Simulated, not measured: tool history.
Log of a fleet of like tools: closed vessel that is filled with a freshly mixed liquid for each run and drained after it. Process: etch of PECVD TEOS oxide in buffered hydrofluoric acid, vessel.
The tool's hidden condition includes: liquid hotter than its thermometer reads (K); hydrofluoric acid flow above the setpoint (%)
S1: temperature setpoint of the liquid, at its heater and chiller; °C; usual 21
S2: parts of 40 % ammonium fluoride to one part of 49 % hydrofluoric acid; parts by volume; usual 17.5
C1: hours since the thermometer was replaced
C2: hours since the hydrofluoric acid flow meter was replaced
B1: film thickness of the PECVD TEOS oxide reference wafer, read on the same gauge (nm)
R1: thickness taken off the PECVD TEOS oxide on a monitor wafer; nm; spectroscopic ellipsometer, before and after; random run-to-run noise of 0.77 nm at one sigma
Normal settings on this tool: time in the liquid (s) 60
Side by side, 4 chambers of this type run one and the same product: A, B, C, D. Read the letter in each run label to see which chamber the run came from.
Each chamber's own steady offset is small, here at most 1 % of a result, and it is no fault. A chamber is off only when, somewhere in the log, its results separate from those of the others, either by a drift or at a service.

Run 1A, hour 12.6: usual settings; C1 1285.7; C2 1881.3; B1 100.000. Result: R1 76.468 nm.
Run 2D, hour 22.0: usual settings; C1 887.5; C2 391.4; B1 100.010. Result: R1 78.997 nm.
Run 3B, hour 35.4: usual settings; C1 987.0; C2 1310.8; B1 99.993. Result: R1 78.991 nm.
Run 4C, hour 46.8: usual settings; C1 661.6; C2 1627.6; B1 100.010. Result: R1 78.305 nm.
Run 5B, hour 58.9: usual settings; C1 1010.5; C2 1334.3; B1 100.000. Result: R1 80.140 nm.
Run 6C, hour 65.7: usual settings; C1 680.5; C2 1646.5; B1 100.030. Result: R1 78.440 nm.
Run 7A, hour 79.3: usual settings; C1 1352.4; C2 1948.0; B1 100.030. Result: R1 76.455 nm.
Run 8D, hour 88.9: usual settings but S2 20.5 parts by volume; C1 954.4; C2 458.3; B1 100.010. Result: R1 66.934 nm.
Run 9D, hour 99.6: usual settings but S2 20.5 parts by volume; C1 965.1; C2 469.0; B1 99.976. Result: R1 67.817 nm.
At hour 103.4: chamber B: hydrofluoric acid flow meter replaced.
Run 10C, hour 106.6: usual settings but S2 20.5 parts by volume; C1 721.4; C2 1687.4; B1 99.989. Result: R1 66.769 nm.
At hour 116.5: chamber A: hydrofluoric acid flow meter replaced.
Run 11A, hour 121.0: usual settings but S2 20.5 parts by volume; C1 1394.1; C2 4.6; B1 99.972. Result: R1 67.637 nm.
Run 12B, hour 132.0: usual settings but S2 21.5 parts by volume; C1 1083.6; C2 28.6; B1 100.010. Result: R1 66.854 nm.
Run 13A, hour 140.3: usual settings but S2 21.5 parts by volume; C1 1413.4; C2 23.9; B1 100.000. Result: R1 65.811 nm.
At hour 143.9: chamber C: hydrofluoric acid flow meter replaced.
At hour 144.9: chamber C: thermometer replaced.
Run 14C, hour 149.2: usual settings but S2 21.5 parts by volume; C1 4.3; C2 5.3; B1 100.010. Result: R1 64.229 nm.
Run 15D, hour 161.6: usual settings but S2 21.5 parts by volume; C1 1027.1; C2 531.0; B1 100.030. Result: R1 65.503 nm.
Run 16B, hour 173.5: usual settings; C1 1125.1; C2 70.1; B1 99.944. Result: R1 78.978 nm.
Run 17C, hour 183.8: usual settings; C1 38.9; C2 39.9; B1 99.991. Result: R1 76.341 nm.
Run 18A, hour 195.8: usual settings; C1 1468.9; C2 79.4; B1 99.988. Result: R1 80.140 nm.
Run 19D, hour 210.6: usual settings; C1 1076.1; C2 580.0; B1 99.988. Result: R1 78.479 nm.
Run 20B, hour 218.2: usual settings; C1 1169.8; C2 114.8; B1 99.970. Result: R1 78.909 nm.
Run 21A, hour 231.8: usual settings; C1 1504.9; C2 115.4; B1 99.981. Result: R1 81.842 nm.
Run 22D, hour 246.7: usual settings; C1 1112.2; C2 616.1; B1 99.975. Result: R1 78.122 nm.
Run 23B, hour 260.5: usual settings; C1 1212.1; C2 157.1; B1 99.985. Result: R1 78.519 nm.
Run 24C, hour 269.4: usual settings; C1 124.5; C2 125.5; B1 99.958. Result: R1 77.668 nm.
Run 25C, hour 284.7: usual settings; C1 139.8; C2 140.8; B1 100.020. Result: R1 76.980 nm.
Run 26D, hour 298.3: usual settings; C1 1163.8; C2 667.7; B1 100.010. Result: R1 78.213 nm.
Run 27B, hour 308.4: usual settings; C1 1260.0; C2 205.0; B1 100.000. Result: R1 78.492 nm.
Run 28A, hour 322.7: usual settings but S2 11.0 parts by volume; C1 1595.8; C2 206.3; B1 99.981. Result: R1 133.140 nm.
Run 29B, hour 330.5: usual settings but S2 11.0 parts by volume; C1 1282.1; C2 227.1; B1 100.020. Result: R1 124.010 nm.
Run 30D, hour 344.2: usual settings but S2 11.0 parts by volume; C1 1209.7; C2 713.6; B1 99.991. Result: R1 122.740 nm.

Is one chamber off against the others, does the gauge drift, or is nothing wrong? If a chamber is off, say which, and what the likeliest cause is.

Chamber A drifts away from the others.
Cause: liquid hotter than its thermometer reads (K) = 2.22.

Chamber A could run next with any of the 4 candidate recipes listed below; each alters the usual settings, and their results appear as question marks. Which one brings its results back in line with what the other chambers deliver on the usual settings?
Maximum distance from the other chambers' mean on the usual settings for a result to count as in line: R1 2.700 nm
Run 31A-1, hour 355.2: usual settings but S1 21.5 °C, time in the liquid (s) 65. Result: R1 ?.
Run 31A-2, hour 355.2: usual settings but S1 19.5 °C, S2 20.0 parts by volume. Result: R1 ?.
Run 31A-3, hour 355.2: usual settings but S1 22.0 °C, S2 15.0 parts by volume. Result: R1 ?.
Run 31A-4, hour 355.2: usual settings but S2 18.0 parts by volume, time in the liquid (s) 55. Result: R1 ?.

Other chambers, usual settings, mean: R1 78.291 nm
  run       R1
31A-1   96.980
31A-2   70.328
31A-3  106.810
31A-4   77.645
It is 31A-4 that realigns the chamber with its peers.

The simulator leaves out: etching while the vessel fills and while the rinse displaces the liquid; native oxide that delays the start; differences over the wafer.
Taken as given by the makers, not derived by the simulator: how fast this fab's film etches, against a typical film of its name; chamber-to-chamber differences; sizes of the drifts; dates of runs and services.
